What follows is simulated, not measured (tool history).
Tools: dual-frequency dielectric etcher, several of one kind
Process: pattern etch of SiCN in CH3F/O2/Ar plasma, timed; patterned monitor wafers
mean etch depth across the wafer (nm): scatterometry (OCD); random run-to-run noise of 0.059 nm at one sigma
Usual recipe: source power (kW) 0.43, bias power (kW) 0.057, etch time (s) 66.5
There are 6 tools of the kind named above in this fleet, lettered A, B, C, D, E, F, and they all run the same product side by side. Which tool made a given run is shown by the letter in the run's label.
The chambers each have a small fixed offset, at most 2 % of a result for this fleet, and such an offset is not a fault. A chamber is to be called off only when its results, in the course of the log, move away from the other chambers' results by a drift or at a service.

run	hour	source power (kW)	bias power (kW)	etch time (s)	read-back reference wafer on the same gauge, depth_nm	mean etch depth across the wafer (nm)
1C	2.8	0.43	0.057	66.5	21.503	23.652
2E	8.2	0.43	0.057	66.5	21.512	23.659
3F	10.6	0.43	0.057	66.5	21.508	23.61
4B	14.1	0.43	0.057	66.5	21.494	23.56
5A	17.7	0.43	0.057	66.5	21.507	23.277
6D	21.1	0.43	0.057	66.5	21.49	23.868
7C	24.8	0.43	0.057	66.5	21.506	23.476
8A	28.5	0.43	0.057	66.5	21.493	23.291
9B	31.4	0.43	0.057	66.5	21.507	23.521
# hour 34.7: chamber B: wet clean of the chamber
10E	34.7	0.43	0.065	60.5	21.499	22.581
11F	38.5	0.43	0.065	60.5	21.514	22.41
12D	42.5	0.43	0.065	60.5	21.493	22.7
13A	46.4	0.43	0.065	60.5	21.506	22.097
14D	49.7	0.43	0.065	60.5	21.505	22.676
15F	52.1	0.43	0.065	60.5	21.494	22.395
16C	55.7	0.43	0.057	66.5	21.51	23.576
17B	59.1	0.43	0.057	66.5	21.504	23.389
18E	64	0.43	0.057	66.5	21.494	23.793
19E	67.8	0.43	0.057	66.5	21.494	23.641
20D	70.5	0.43	0.057	66.5	21.498	23.781
21C	75.1	0.43	0.057	66.5	21.489	23.488
22B	78.8	0.43	0.057	66.5	21.506	23.449
23F	82.3	0.43	0.057	66.5	21.505	23.562
24A	86	0.43	0.057	66.5	21.498	23.205
# hour 86.7: chamber D: wet clean of the chamber
25F	90.2	0.43	0.057	66.5	21.512	23.535
26A	92.9	0.43	0.057	66.5	21.509	23.371
27E	96.5	0.43	0.062	48	21.489	17.58
28D	102.1	0.43	0.062	48	21.513	17.695
# hour 103.8: chamber F: wet clean of the chamber
29B	104.6	0.43	0.062	48	21.498	17.412
30C	109.5	0.43	0.062	48	21.512	17.473
31B	114.2	0.43	0.062	48	21.506	17.392
32F	117.5	0.43	0.062	48	21.51	17.58
# hour 117.8: chamber C: wet clean of the chamber
33D	121.8	0.43	0.057	66.5	21.502	23.885
34E	127.4	0.43	0.057	66.5	21.51	23.639
35A	131.7	0.43	0.057	66.5	21.497	23.274
36C	135.4	0.43	0.057	66.5	21.495	23.454
37F	137.9	0.38	0.051	66.5	21.507	21.611
38A	141.1	0.38	0.051	66.5	21.5	21.378
39C	145.3	0.38	0.051	66.5	21.498	21.669
40D	148.4	0.38	0.051	66.5	21.497	21.921
41B	153.1	0.38	0.051	66.5	21.481	21.505
42E	156.8	0.38	0.051	66.5	21.495	21.824
43E	161.7	0.43	0.057	79	21.507	28.208
44F	167.3	0.43	0.057	79	21.508	28.149

The same settings go to every chamber for the next run, one line per chamber below. Forecast the results for each:
45A	171.3	0.43	0.057	51		?
45B	171.3	0.43	0.057	51		?
45C	171.3	0.43	0.057	51		?
45D	171.3	0.43	0.057	51		?
45E	171.3	0.43	0.057	51		?
45F	171.3	0.43	0.057	51		?

run	mean etch depth across the wafer (nm)
45A	17.789
45B	17.994
45C	18.015
45D	18.182
45E	18.227
45F	18.079
